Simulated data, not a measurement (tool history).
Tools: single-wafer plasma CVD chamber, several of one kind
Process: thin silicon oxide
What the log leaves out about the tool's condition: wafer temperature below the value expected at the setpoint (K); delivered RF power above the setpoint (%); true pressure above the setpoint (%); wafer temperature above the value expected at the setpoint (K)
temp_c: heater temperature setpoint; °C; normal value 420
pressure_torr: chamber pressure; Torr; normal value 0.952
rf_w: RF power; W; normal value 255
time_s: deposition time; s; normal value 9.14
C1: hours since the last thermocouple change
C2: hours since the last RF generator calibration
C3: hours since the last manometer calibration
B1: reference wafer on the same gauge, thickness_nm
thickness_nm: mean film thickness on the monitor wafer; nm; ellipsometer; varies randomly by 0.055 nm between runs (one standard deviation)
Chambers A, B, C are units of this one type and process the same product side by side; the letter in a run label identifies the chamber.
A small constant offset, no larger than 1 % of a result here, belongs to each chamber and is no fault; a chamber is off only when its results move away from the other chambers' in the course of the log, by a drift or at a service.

Run 1C, hour 4: usual settings; C1 2530.3; C2 1090.9; C3 1531.4; B1 20.595. Result: thickness_nm 17.822 nm.
Run 2B, hour 11.2: usual settings; C1 844.4; C2 1929.8; C3 227.5; B1 20.582. Result: thickness_nm 17.978 nm.
Run 3A, hour 17.8: usual settings; C1 1600.3; C2 1506.6; C3 453; B1 20.599. Result: thickness_nm 17.803 nm.
At hour 22.6: chamber C: capacitance manometer re-zeroed and calibrated.
Run 4C, hour 24.4: usual settings; C1 2550.7; C2 1111.3; C3 1.8; B1 20.598. Result: thickness_nm 17.963 nm.
Run 5A, hour 31.9: usual settings; C1 1614.4; C2 1520.7; C3 467.1; B1 20.597. Result: thickness_nm 17.712 nm.
Run 6B, hour 40.3: usual settings but pressure_torr 1.128 Torr, time_s 10.37 s; C1 873.5; C2 1958.9; C3 256.6; B1 20.595. Result: thickness_nm 22.921 nm.
Run 7A, hour 46.4: usual settings but pressure_torr 1.128 Torr, time_s 10.37 s; C1 1628.9; C2 1535.2; C3 481.6; B1 20.608. Result: thickness_nm 22.791 nm.
Run 8B, hour 53.1: usual settings but pressure_torr 1.128 Torr, time_s 10.37 s; C1 886.3; C2 1971.7; C3 269.4; B1 20.597. Result: thickness_nm 22.832 nm.
Run 9C, hour 60.3: usual settings; C1 2586.6; C2 1147.2; C3 37.7; B1 20.611. Result: thickness_nm 17.845 nm.
Run 10B, hour 65.1: usual settings; C1 898.3; C2 1983.7; C3 281.4; B1 20.596. Result: thickness_nm 17.849 nm.
Run 11A, hour 71.7: usual settings; C1 1654.2; C2 1560.5; C3 506.9; B1 20.613. Result: thickness_nm 17.763 nm.
Run 12C, hour 79.2: usual settings but temp_c 412 °C, time_s 10.66 s; C1 2605.5; C2 1166.1; C3 56.6; B1 20.601. Result: thickness_nm 21.007 nm.
Run 13C, hour 83.4: usual settings but temp_c 412 °C, time_s 10.66 s; C1 2609.7; C2 1170.3; C3 60.8; B1 20.596. Result: thickness_nm 21.064 nm.
Run 14A, hour 89.9: usual settings but temp_c 412 °C, time_s 10.66 s; C1 1672.4; C2 1578.7; C3 525.1; B1 20.614. Result: thickness_nm 20.872 nm.
Run 15B, hour 97.3: usual settings; C1 930.5; C2 2015.9; C3 313.6; B1 20.604. Result: thickness_nm 17.878 nm.
Run 16B, hour 102.5: usual settings but temp_c 412 °C, pressure_torr 0.878 Torr; C1 935.7; C2 2021.1; C3 318.8; B1 20.593. Result: thickness_nm 16.869 nm.
Run 17A, hour 110: usual settings but temp_c 412 °C, pressure_torr 0.878 Torr; C1 1692.5; C2 1598.8; C3 545.2; B1 20.595. Result: thickness_nm 16.76 nm.
Run 18C, hour 115.4: usual settings but temp_c 412 °C, pressure_torr 0.878 Torr; C1 2641.7; C2 1202.3; C3 92.8; B1 20.612. Result: thickness_nm 16.836 nm.
Run 19C, hour 119.5: usual settings but rf_w 210 W; C1 2645.8; C2 1206.4; C3 96.9; B1 20.606. Result: thickness_nm 16.366 nm.
Run 20A, hour 127.3: usual settings but rf_w 210 W; C1 1709.8; C2 1616.1; C3 562.5; B1 20.59. Result: thickness_nm 16.359 nm.

Predict what each chamber gives when all 3 of them run the settings below next.
Run 21A, hour 133.3: usual settings. Result: thickness_nm ?.
Run 21B, hour 133.3: usual settings. Result: thickness_nm ?.
Run 21C, hour 133.3: usual settings. Result: thickness_nm ?.

run  thickness_nm
21A         17.75
21B        17.989
21C        17.862
